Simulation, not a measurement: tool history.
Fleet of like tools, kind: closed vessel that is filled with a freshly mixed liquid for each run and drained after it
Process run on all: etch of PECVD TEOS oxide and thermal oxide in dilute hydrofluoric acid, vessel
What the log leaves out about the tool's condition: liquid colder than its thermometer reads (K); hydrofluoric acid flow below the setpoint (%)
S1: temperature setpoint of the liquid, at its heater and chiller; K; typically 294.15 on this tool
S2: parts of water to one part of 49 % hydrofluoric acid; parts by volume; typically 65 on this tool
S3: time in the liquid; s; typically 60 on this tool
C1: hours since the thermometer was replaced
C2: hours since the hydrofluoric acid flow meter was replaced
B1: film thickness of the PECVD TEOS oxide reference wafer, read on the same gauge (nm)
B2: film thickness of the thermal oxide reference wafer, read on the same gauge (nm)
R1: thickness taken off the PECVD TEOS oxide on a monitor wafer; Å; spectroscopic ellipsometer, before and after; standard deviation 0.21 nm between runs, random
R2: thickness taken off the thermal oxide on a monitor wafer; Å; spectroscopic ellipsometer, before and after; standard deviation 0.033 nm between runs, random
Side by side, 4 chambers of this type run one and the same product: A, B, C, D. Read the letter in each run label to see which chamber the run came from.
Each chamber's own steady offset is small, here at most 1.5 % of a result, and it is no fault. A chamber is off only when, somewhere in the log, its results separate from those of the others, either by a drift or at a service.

Run 1A, hour 9.8: usual settings; C1 1142.8; C2 207.2; B1 29.996; B2 29.998. Result: R1 242.62 Å, R2 40.404 Å.
Run 2B, hour 15.6: usual settings; C1 166.2; C2 870.8; B1 29.986; B2 30.004. Result: R1 242.81 Å, R2 40.745 Å.
Run 3D, hour 21.5: usual settings; C1 1340.7; C2 507.3; B1 30.006; B2 29.994. Result: R1 246.39 Å, R2 40.218 Å.
Run 4C, hour 29.6: usual settings; C1 1564.5; C2 161.5; B1 29.947; B2 29.969. Result: R1 243.21 Å, R2 40.001 Å.
Run 5B, hour 37.6: usual settings; C1 188.2; C2 892.8; B1 29.995; B2 30.030. Result: R1 240.60 Å, R2 40.650 Å.
Run 6A, hour 45.4: usual settings but S3 35 s; C1 1178.4; C2 242.8; B1 29.987; B2 29.994. Result: R1 142.25 Å, R2 23.604 Å.
Run 7D, hour 51.4: usual settings but S3 35 s; C1 1370.6; C2 537.2; B1 30.007; B2 30.017. Result: R1 141.45 Å, R2 23.549 Å.
Run 8C, hour 58.1: usual settings but S3 35 s; C1 1593.0; C2 190.0; B1 30.015; B2 30.024. Result: R1 140.92 Å, R2 23.414 Å.
Run 9B, hour 65.7: usual settings but S3 35 s; C1 216.3; C2 920.9; B1 29.990; B2 29.984. Result: R1 139.51 Å, R2 23.500 Å.
Run 10D, hour 75.6: usual settings; C1 1394.8; C2 561.4; B1 29.999; B2 29.977. Result: R1 243.48 Å, R2 40.401 Å.
Run 11A, hour 84.1: usual settings; C1 1217.1; C2 281.5; B1 29.964; B2 30.029. Result: R1 245.36 Å, R2 40.752 Å.
Run 12C, hour 90.4: usual settings; C1 1625.3; C2 222.3; B1 29.960; B2 30.015. Result: R1 243.49 Å, R2 40.381 Å.
Run 13A, hour 97.2: usual settings; C1 1230.2; C2 294.6; B1 30.004; B2 29.978. Result: R1 245.87 Å, R2 40.378 Å.
Run 14C, hour 104.4: usual settings but S3 80 s; C1 1639.3; C2 236.3; B1 30.017; B2 29.980. Result: R1 323.17 Å, R2 54.129 Å.
Run 15D, hour 114.4: usual settings but S3 80 s; C1 1433.6; C2 600.2; B1 29.994; B2 29.987. Result: R1 327.14 Å, R2 53.794 Å.
Run 16B, hour 122.3: usual settings but S3 80 s; C1 272.9; C2 977.5; B1 29.964; B2 30.009. Result: R1 324.10 Å, R2 55.022 Å.
Run 17B, hour 132.8: usual settings but S3 80 s; C1 283.4; C2 988.0; B1 30.021; B2 29.972. Result: R1 315.40 Å, R2 53.843 Å.
Run 18C, hour 143.0: usual settings but S1 295.65 K, S3 85 s; C1 1677.9; C2 274.9; B1 29.975; B2 29.991. Result: R1 372.48 Å, R2 60.767 Å.
Run 19A, hour 149.8: usual settings but S1 295.65 K, S3 85 s; C1 1282.8; C2 347.2; B1 29.998; B2 30.019. Result: R1 374.59 Å, R2 61.545 Å.
Run 20D, hour 160.4: usual settings but S1 295.65 K, S3 85 s; C1 1479.6; C2 646.2; B1 30.007; B2 29.997. Result: R1 361.75 Å, R2 60.177 Å.
Run 21A, hour 170.3: usual settings but S1 295.65 K, S3 85 s; C1 1303.3; C2 367.7; B1 29.999; B2 29.972. Result: R1 373.81 Å, R2 61.269 Å.
Run 22D, hour 178.8: usual settings; C1 1498.0; C2 664.6; B1 29.975; B2 29.975. Result: R1 239.24 Å, R2 40.496 Å.
Run 23C, hour 187.5: usual settings; C1 1722.4; C2 319.4; B1 30.019; B2 30.026. Result: R1 244.19 Å, R2 40.153 Å.
Run 24B, hour 199.2: usual settings; C1 349.8; C2 1054.4; B1 30.014; B2 29.996. Result: R1 238.67 Å, R2 40.846 Å.
Run 25A, hour 206.6: usual settings; C1 1339.6; C2 404.0; B1 30.013; B2 30.025. Result: R1 242.96 Å, R2 40.594 Å.
Run 26D, hour 213.3: usual settings but S2 90 parts by volume; C1 1532.5; C2 699.1; B1 30.003; B2 30.011. Result: R1 168.92 Å, R2 28.368 Å.
Run 27C, hour 221.8: usual settings but S2 90 parts by volume; C1 1756.7; C2 353.7; B1 30.021; B2 29.987. Result: R1 172.57 Å, R2 28.571 Å.
Run 28B, hour 228.8: usual settings but S2 90 parts by volume; C1 379.4; C2 1084.0; B1 29.982; B2 29.943. Result: R1 167.58 Å, R2 28.703 Å.

Is one chamber out of step, is the gauge drifting, or do the chambers differ by no more than their own small offsets? For an off chamber, give its letter and the likeliest cause.

The fleet is healthy, with each chamber sitting at its usual small offset and no drift in the gauge.
